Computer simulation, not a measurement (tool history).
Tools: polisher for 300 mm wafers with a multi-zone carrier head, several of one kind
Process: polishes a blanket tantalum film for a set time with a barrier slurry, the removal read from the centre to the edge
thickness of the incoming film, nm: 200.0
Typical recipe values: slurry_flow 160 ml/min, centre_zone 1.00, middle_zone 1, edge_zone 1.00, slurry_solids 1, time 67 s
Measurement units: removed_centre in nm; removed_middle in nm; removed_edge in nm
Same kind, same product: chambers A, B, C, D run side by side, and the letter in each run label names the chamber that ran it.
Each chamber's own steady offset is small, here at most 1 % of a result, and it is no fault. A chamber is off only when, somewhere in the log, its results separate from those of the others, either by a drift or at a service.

run	hour	slurry_flow	centre_zone	middle_zone	edge_zone	slurry_solids	time	removed_centre	removed_middle	removed_edge
1C	8.2	160	1.00	1	1.00	1	67	86.677	85.908	84.383
2A	14.7	160	1.00	1	1.00	1	67	85.377	83.460	84.447
3B	23.6	160	1.00	1	1.00	1	67	82.781	83.503	84.376
4D	31.1	160	1.00	1	1.00	1	67	83.347	82.765	83.760
5B	35.1	160	1.00	1	1.00	1	67	85.004	81.350	83.476
# hour 37.4: chamber B: worn pad replaced by a new one
6A	40.6	160	1.00	1	1.00	1	67	85.350	82.817	84.355
7C	48.9	160	1.00	1	1.00	1	67	84.732	82.738	82.978
8D	54.0	160	1.00	1	1.00	1	67	81.636	82.696	83.324
# hour 56.4: chamber A: worn pad replaced by a new one
# hour 57.1: chamber D: worn pad replaced by a new one
9B	59.2	160	1.00	1	1.00	1	67	85.095	84.701	83.549
10A	66.8	160	1.00	1	1.00	1	67	84.964	85.038	83.154
11C	72.2	160	1.00	1	0.96	1	67	83.826	82.304	80.154
12D	78.3	160	1.00	1	0.96	1	67	84.588	84.549	82.995
13D	85.4	160	1.00	1	0.96	1	67	85.445	83.662	83.231
# hour 89.7: chamber B: worn pad replaced by a new one
# hour 92.2: chamber B: slurry nozzle cleaned
14C	94.4	160	1.00	1	0.96	1	67	80.234	81.043	79.409
15A	100.6	115	1.11	1	1.00	1	67	87.046	79.870	81.613
16B	106.4	115	1.11	1	1.00	1	67	88.409	79.107	79.063
17A	112.9	115	1.11	1	1.00	1	67	86.168	77.746	81.223
18D	120.5	115	1.11	1	1.00	1	67	87.752	77.844	77.703
# hour 120.8: chamber C: centre zone pressure recalibrated
19B	129.2	160	1.00	1	1.00	1	67	84.735	84.477	85.079
20C	134.4	160	1.00	1	1.00	1	67	77.190	75.518	78.129
21C	141.5	160	1.00	1	1.00	1	67	76.891	76.014	77.797
22B	146.4	160	1.00	1	0.96	1	67	84.972	82.001	80.899
# hour 151.1: chamber D: worn pad replaced by a new one
23D	151.6	160	1.00	1	0.96	1	67	85.902	83.553	83.083
24A	157.0	160	1.00	1	0.96	1	67	83.570	85.828	82.564

The same settings go to every chamber for the next run, one line per chamber below. Forecast the results for each:
25A	163.5	160	1.00	1	1.00	1	67	?	?	?
25B	163.5	160	1.00	1	1.00	1	67	?	?	?
25C	163.5	160	1.00	1	1.00	1	67	?	?	?
25D	163.5	160	1.00	1	1.00	1	67	?	?	?

run	removed_centre	removed_middle	removed_edge
25A	84.597	85.346	83.929
25B	83.850	82.096	83.385
25C	73.959	75.237	73.402
25D	82.892	83.333	84.698
